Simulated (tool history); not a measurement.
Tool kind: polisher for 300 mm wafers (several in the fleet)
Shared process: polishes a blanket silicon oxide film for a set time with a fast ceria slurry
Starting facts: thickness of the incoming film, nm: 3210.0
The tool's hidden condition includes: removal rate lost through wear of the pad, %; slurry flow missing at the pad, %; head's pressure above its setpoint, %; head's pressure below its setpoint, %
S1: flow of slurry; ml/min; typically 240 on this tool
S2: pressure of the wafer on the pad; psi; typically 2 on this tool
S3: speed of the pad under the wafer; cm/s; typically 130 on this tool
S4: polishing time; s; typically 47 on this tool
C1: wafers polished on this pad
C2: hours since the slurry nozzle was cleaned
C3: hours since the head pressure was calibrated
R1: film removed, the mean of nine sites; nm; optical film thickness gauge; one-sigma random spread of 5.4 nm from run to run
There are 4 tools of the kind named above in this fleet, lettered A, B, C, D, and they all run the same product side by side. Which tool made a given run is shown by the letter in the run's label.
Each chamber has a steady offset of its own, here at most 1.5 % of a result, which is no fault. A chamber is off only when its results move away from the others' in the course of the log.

{"run": "1C", "hour": 4.0, "S1": 240, "S2": 2, "S3": 130, "S4": 47, "C1": 62, "C2": 490.9, "C3": 113.7, "R1": 570.98}
{"run": "2A", "hour": 9.8, "S1": 240, "S2": 2, "S3": 130, "S4": 47, "C1": 959, "C2": 264.8, "C3": 559.1, "R1": 572.4}
{"hour": 13.4, "done": "chamber D: worn pad replaced by a new one"}
{"hour": 15.0, "done": "chamber B: worn pad replaced by a new one"}
{"run": "3D", "hour": 18.2, "S1": 240, "S2": 2, "S3": 130, "S4": 47, "C1": 57, "C2": 227.6, "C3": 21.2, "R1": 572.16}
{"run": "4B", "hour": 25.0, "S1": 240, "S2": 2, "S3": 130, "S4": 47, "C1": 119, "C2": 120.3, "C3": 101.3, "R1": 575.85}
{"hour": 27.7, "done": "chamber A: worn pad replaced by a new one"}
{"run": "5D", "hour": 31.4, "S1": 240, "S2": 2, "S3": 130, "S4": 47, "C1": 214, "C2": 240.8, "C3": 34.4, "R1": 562.7}
{"run": "6B", "hour": 40.2, "S1": 240, "S2": 2, "S3": 130, "S4": 47, "C1": 299, "C2": 135.5, "C3": 116.5, "R1": 573.07}
{"run": "7A", "hour": 47.0, "S1": 240, "S2": 2, "S3": 130, "S4": 47, "C1": 230, "C2": 302, "C3": 596.3, "R1": 571.25}
{"run": "8C", "hour": 55.2, "S1": 240, "S2": 2, "S3": 130, "S4": 47, "C1": 671, "C2": 542.1, "C3": 164.9, "R1": 571.56}
{"run": "9B", "hour": 59.1, "S1": 240, "S2": 2, "S3": 130, "S4": 47, "C1": 524, "C2": 154.4, "C3": 135.4, "R1": 580.42}
{"hour": 64.7, "done": "chamber A: slurry nozzle cleaned"}
{"run": "10C", "hour": 66.8, "S1": 240, "S2": 2, "S3": 130, "S4": 55, "C1": 809, "C2": 553.7, "C3": 176.5, "R1": 671.33}
{"hour": 67.4, "done": "chamber C: worn pad replaced by a new one"}
{"run": "11D", "hour": 71.6, "S1": 240, "S2": 2, "S3": 130, "S4": 55, "C1": 692, "C2": 281, "C3": 74.6, "R1": 658.66}
{"run": "12A", "hour": 76.8, "S1": 240, "S2": 2, "S3": 130, "S4": 55, "C1": 584, "C2": 12.2, "C3": 626.1, "R1": 675.43}
{"hour": 82.7, "done": "chamber D: worn pad replaced by a new one"}
{"run": "13D", "hour": 85.5, "S1": 240, "S2": 2, "S3": 130, "S4": 55, "C1": 34, "C2": 294.9, "C3": 88.5, "R1": 676.75}
{"hour": 86.4, "done": "chamber D: slurry nozzle cleaned"}
{"run": "14B", "hour": 91.6, "S1": 240, "S2": 2, "S3": 130, "S4": 47, "C1": 910, "C2": 186.9, "C3": 167.9, "R1": 572.38}
{"hour": 93.5, "done": "chamber B: worn pad replaced by a new one"}
{"run": "15A", "hour": 95.6, "S1": 240, "S2": 2, "S3": 130, "S4": 47, "C1": 808, "C2": 31, "C3": 644.9, "R1": 578.76}
{"run": "16C", "hour": 100.5, "S1": 240, "S2": 2, "S3": 130, "S4": 47, "C1": 394, "C2": 587.4, "C3": 210.2, "R1": 570.73}
{"run": "17D", "hour": 107.9, "S1": 240, "S2": 2, "S3": 130, "S4": 47, "C1": 300, "C2": 21.5, "C3": 110.9, "R1": 566.82}
{"hour": 110.4, "done": "chamber A: worn pad replaced by a new one"}
{"run": "18B", "hour": 115.4, "S1": 240, "S2": 2, "S3": 130, "S4": 47, "C1": 260, "C2": 210.7, "C3": 191.7, "R1": 580.14}
{"run": "19C", "hour": 122.3, "S1": 240, "S2": 2, "S3": 130, "S4": 47, "C1": 653, "C2": 609.2, "C3": 232, "R1": 558.48}
{"run": "20A", "hour": 126.6, "S1": 240, "S2": 2, "S3": 130, "S4": 47, "C1": 193, "C2": 62, "C3": 675.9, "R1": 597.88}
{"run": "21B", "hour": 133.1, "S1": 240, "S2": 2, "S3": 130, "S4": 47, "C1": 471, "C2": 228.4, "C3": 209.4, "R1": 568.87}
{"run": "22C", "hour": 139.4, "S1": 240, "S2": 2, "S3": 130, "S4": 47, "C1": 857, "C2": 626.3, "C3": 249.1, "R1": 577.57}
{"hour": 143.7, "done": "chamber C: worn pad replaced by a new one"}
{"hour": 143.8, "done": "chamber D: worn pad replaced by a new one"}
{"run": "23A", "hour": 145.1, "S1": 240, "S2": 2, "S3": 130, "S4": 47, "C1": 413, "C2": 80.5, "C3": 694.4, "R1": 594.57}
{"run": "24D", "hour": 152.7, "S1": 240, "S2": 2, "S3": 130, "S4": 60, "C1": 105, "C2": 66.3, "C3": 155.7, "R1": 727.05}
{"run": "25D", "hour": 158.5, "S1": 240, "S2": 2, "S3": 130, "S4": 60, "C1": 174, "C2": 72.1, "C3": 161.5, "R1": 733.3}
{"hour": 165.4, "done": "chamber C: slurry nozzle cleaned"}
{"run": "26B", "hour": 166.2, "S1": 240, "S2": 2, "S3": 130, "S4": 60, "C1": 864, "C2": 261.5, "C3": 242.5, "R1": 728.28}
{"run": "27A", "hour": 173.3, "S1": 240, "S2": 2, "S3": 130, "S4": 60, "C1": 748, "C2": 108.7, "C3": 722.6, "R1": 763.92}
{"hour": 175.3, "done": "chamber B: worn pad replaced by a new one"}
{"run": "28C", "hour": 177.2, "S1": 185, "S2": 2, "S3": 130, "S4": 47, "C1": 398, "C2": 11.9, "C3": 286.9, "R1": 553.32}
{"run": "29A", "hour": 183.7, "S1": 185, "S2": 2, "S3": 130, "S4": 47, "C1": 871, "C2": 119.1, "C3": 733, "R1": 577.13}
{"run": "30D", "hour": 188.2, "S1": 185, "S2": 2, "S3": 130, "S4": 47, "C1": 527, "C2": 101.8, "C3": 191.2, "R1": 557.51}
{"run": "31C", "hour": 192.9, "S1": 185, "S2": 2, "S3": 130, "S4": 47, "C1": 585, "C2": 27.6, "C3": 302.6, "R1": 555.52}
{"run": "32B", "hour": 199.1, "S1": 240, "S2": 2, "S3": 130, "S4": 47, "C1": 283, "C2": 294.4, "C3": 275.4, "R1": 575.89}
{"hour": 207.4, "done": "chamber C: worn pad replaced by a new one"}
{"run": "33A", "hour": 207.8, "S1": 240, "S2": 2, "S3": 88, "S4": 34, "C1": 1158, "C2": 143.2, "C3": 757.1, "R1": 303.39}
{"hour": 211.2, "done": "chamber A: worn pad replaced by a new one"}
{"hour": 213.3, "done": "chamber D: worn pad replaced by a new one"}
{"run": "34D", "hour": 215.4, "S1": 240, "S2": 2, "S3": 88, "S4": 34, "C1": 26, "C2": 129, "C3": 218.4, "R1": 277.81}
{"run": "35C", "hour": 223.7, "S1": 240, "S2": 2, "S3": 88, "S4": 34, "C1": 194, "C2": 58.4, "C3": 333.4, "R1": 281.69}
{"run": "36B", "hour": 231.4, "S1": 240, "S2": 2, "S3": 88, "S4": 34, "C1": 667, "C2": 326.7, "C3": 307.7, "R1": 281.45}
{"run": "37C", "hour": 237.4, "S1": 240, "S2": 2, "S3": 130, "S4": 56, "C1": 357, "C2": 72.1, "C3": 347.1, "R1": 678.66}
{"run": "38D", "hour": 245.4, "S1": 240, "S2": 2, "S3": 130, "S4": 56, "C1": 382, "C2": 159, "C3": 248.4, "R1": 678.97}
{"run": "39B", "hour": 249.9, "S1": 240, "S2": 2, "S3": 130, "S4": 56, "C1": 887, "C2": 345.2, "C3": 326.2, "R1": 692.91}
{"run": "40A", "hour": 258.0, "S1": 240, "S2": 2, "S3": 130, "S4": 56, "C1": 557, "C2": 193.4, "C3": 807.3, "R1": 737.39}
{"run": "41C", "hour": 264.1, "S1": 240, "S2": 2, "S3": 130, "S4": 47, "C1": 674, "C2": 98.8, "C3": 373.8, "R1": 569.32}

One chamber off, gauge drift, or nothing amiss beyond the chambers' own small offsets? If it is a chamber, which one, and what is the likeliest cause?

Chamber A drifts away from the others.
Likeliest cause: head's pressure above its setpoint, % = 8.59.

Here are 4 candidates for chamber A's next run, each the usual settings with a change, their results left as question marks. Which one brings its results back in line with what the others give on the usual settings?
In-line tolerance around the mean of the other chambers on the usual settings: R1 19 nm
{"run": "42A-1", "hour": 270.4, "S1": 240, "S2": 2, "S3": 128, "S4": 46, "R1": "?"}
{"run": "42A-2", "hour": 270.4, "S1": 240, "S2": 1.9, "S3": 130, "S4": 45, "R1": "?"}
{"run": "42A-3", "hour": 270.4, "S1": 240, "S2": 2, "S3": 132, "S4": 48, "R1": "?"}
{"run": "42A-4", "hour": 270.4, "S1": 240, "S2": 2.1, "S3": 134, "S4": 48, "R1": "?"}

Mean of the other chambers on the usual settings: R1 570.02 nm
run=42A-1 R1=596.73
run=42A-2 R1=562.71
run=42A-3 R1=641.94
run=42A-4 R1=684.65
42A-2 is the one that brings the chamber's results back in line with the other chambers.

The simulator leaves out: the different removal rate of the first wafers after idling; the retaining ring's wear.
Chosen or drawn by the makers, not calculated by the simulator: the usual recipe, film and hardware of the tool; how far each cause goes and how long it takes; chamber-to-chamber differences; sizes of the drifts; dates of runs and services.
